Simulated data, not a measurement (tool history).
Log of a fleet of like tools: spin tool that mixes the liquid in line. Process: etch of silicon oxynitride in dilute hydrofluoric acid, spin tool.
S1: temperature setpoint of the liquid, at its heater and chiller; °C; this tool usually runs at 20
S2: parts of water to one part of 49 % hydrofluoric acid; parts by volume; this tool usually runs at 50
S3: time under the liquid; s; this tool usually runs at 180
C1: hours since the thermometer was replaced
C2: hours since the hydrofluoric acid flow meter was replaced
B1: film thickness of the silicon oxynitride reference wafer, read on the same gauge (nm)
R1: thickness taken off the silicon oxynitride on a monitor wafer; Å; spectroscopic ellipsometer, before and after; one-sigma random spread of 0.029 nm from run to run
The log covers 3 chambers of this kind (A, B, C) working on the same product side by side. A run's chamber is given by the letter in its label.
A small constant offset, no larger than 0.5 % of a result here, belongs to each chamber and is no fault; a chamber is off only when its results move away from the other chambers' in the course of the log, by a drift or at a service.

| run | hour | S1 | S2 | S3 | C1 | C2 | B1 | R1 |
|---|---|---|---|---|---|---|---|---|
| 1A | 4.7 | 20 | 50 | 180 | 98.1 | 389.5 | 99.982 | 44.641 |
| 2C | 10.7 | 20 | 50 | 180 | 53 | 311.8 | 99.985 | 44.011 |
| 3B | 18 | 20 | 50 | 180 | 825.1 | 273.7 | 99.978 | 44.379 |
| 4B | 26.7 | 20 | 50 | 180 | 833.8 | 282.4 | 99.983 | 44.482 |
| 5C | 34.9 | 20 | 50 | 180 | 77.2 | 336 | 99.98 | 43.995 |
| 6A | 40.5 | 20 | 50 | 180 | 133.9 | 425.3 | 100.01 | 44.602 |
| 7C | 49.7 | 22.5 | 50 | 100 | 92 | 350.8 | 99.981 | 27.838 |
| 8A | 58.9 | 22.5 | 50 | 100 | 152.3 | 443.7 | 99.991 | 28.272 |
| 9B | 67 | 22.5 | 50 | 100 | 874.1 | 322.7 | 100.02 | 27.909 |
| 10C | 74.6 | 20 | 50 | 180 | 116.9 | 375.7 | 99.998 | 44.767 |
| 11A | 83.5 | 20 | 50 | 180 | 176.9 | 468.3 | 99.983 | 45.412 |
| 12B | 90.5 | 20 | 50 | 180 | 897.6 | 346.2 | 100.03 | 44.092 |
| 13A | 99.5 | 20 | 50 | 245 | 192.9 | 484.3 | 99.975 | 60.917 |
| 14C | 105 | 20 | 50 | 245 | 147.3 | 406.1 | 99.991 | 60.235 |
| 15B | 111.7 | 20 | 50 | 245 | 918.8 | 367.4 | 99.985 | 60.136 |
| 16B | 116.1 | 20 | 60 | 180 | 923.2 | 371.8 | 99.997 | 36.739 |
| 17C | 124.6 | 20 | 60 | 180 | 166.9 | 425.7 | 100.01 | 36.498 |
| 18A | 132.9 | 20 | 60 | 180 | 226.3 | 517.7 | 99.984 | 37.014 |
| 19B | 140.9 | 20 | 50 | 180 | 948 | 396.6 | 99.975 | 44.482 |
| 20A | 148 | 20 | 50 | 180 | 241.4 | 532.8 | 99.991 | 44.295 |
| 21C | 153.8 | 20 | 50 | 180 | 196.1 | 454.9 | 99.974 | 44.01 |
| 22B | 160.8 | 20 | 50 | 180 | 967.9 | 416.5 | 100.04 | 44.505 |
| 23A | 168.9 | 20 | 50 | 180 | 262.3 | 553.7 | 100.01 | 44.436 |
| 24C | 174.3 | 20 | 50 | 180 | 216.6 | 475.4 | 100.02 | 44.666 |
| 25B | 180.7 | 20 | 50 | 180 | 987.8 | 436.4 | 99.985 | 44.071 |
| 26C | 189.2 | 20 | 50 | 180 | 231.5 | 490.3 | 100.02 | 44.532 |
| 27A | 194.9 | 20 | 50 | 180 | 288.3 | 579.7 | 99.999 | 44.868 |
| 28C | 201.2 | 20 | 50 | 180 | 243.5 | 502.3 | 99.987 | 44.965 |
| 29B | 208.1 | 23.5 | 50 | 245 | 1015.2 | 463.8 | 100.01 | 71.946 |
| 30A | 215.6 | 23.5 | 50 | 245 | 309 | 600.4 | 99.978 | 72.965 |
|  | 218.5 | chamber A: hydrofluoric acid flow meter replaced |
| 31A | 222.7 | 23.5 | 50 | 245 | 316.1 | 4.2 | 99.983 | 72.026 |
| 32B | 230 | 20 | 50 | 180 | 1037.1 | 485.7 | 100.02 | 43.974 |
| 33C | 234.6 | 20 | 50 | 180 | 276.9 | 535.7 | 99.97 | 44.636 |
| 34A | 239.2 | 20 | 40 | 115 | 332.6 | 20.7 | 100.01 | 35.759 |
| 35C | 246.8 | 20 | 40 | 115 | 289.1 | 547.9 | 100.02 | 35.794 |
| 36B | 253 | 20 | 40 | 115 | 1060.1 | 508.7 | 99.99 | 35.419 |
| 37A | 258.1 | 20 | 50 | 180 | 351.5 | 39.6 | 100.02 | 44.813 |
| 38B | 263.4 | 20 | 25 | 80 | 1070.5 | 519.1 | 100.01 | 40.182 |
| 39C | 270.8 | 20 | 25 | 80 | 313.1 | 571.9 | 100.03 | 40.204 |
| 40B | 279.2 | 20 | 25 | 80 | 1086.3 | 534.9 | 99.952 | 40.245 |
| 41C | 286.1 | 20 | 50 | 180 | 328.4 | 587.2 | 99.977 | 44.602 |
| 42A | 292.7 | 20 | 50 | 180 | 386.1 | 74.2 | 99.986 | 44.417 |
| 43B | 299.6 | 20 | 50 | 180 | 1106.7 | 555.3 | 99.994 | 44.312 |

Does one chamber stand apart from the rest, does the shared gauge drift, or is all well apart from small per-chamber offsets? Give the chamber and the most likely cause, where there is one.

Neither any chamber nor the gauge drifts; the chambers differ only by their own small, steady offsets.
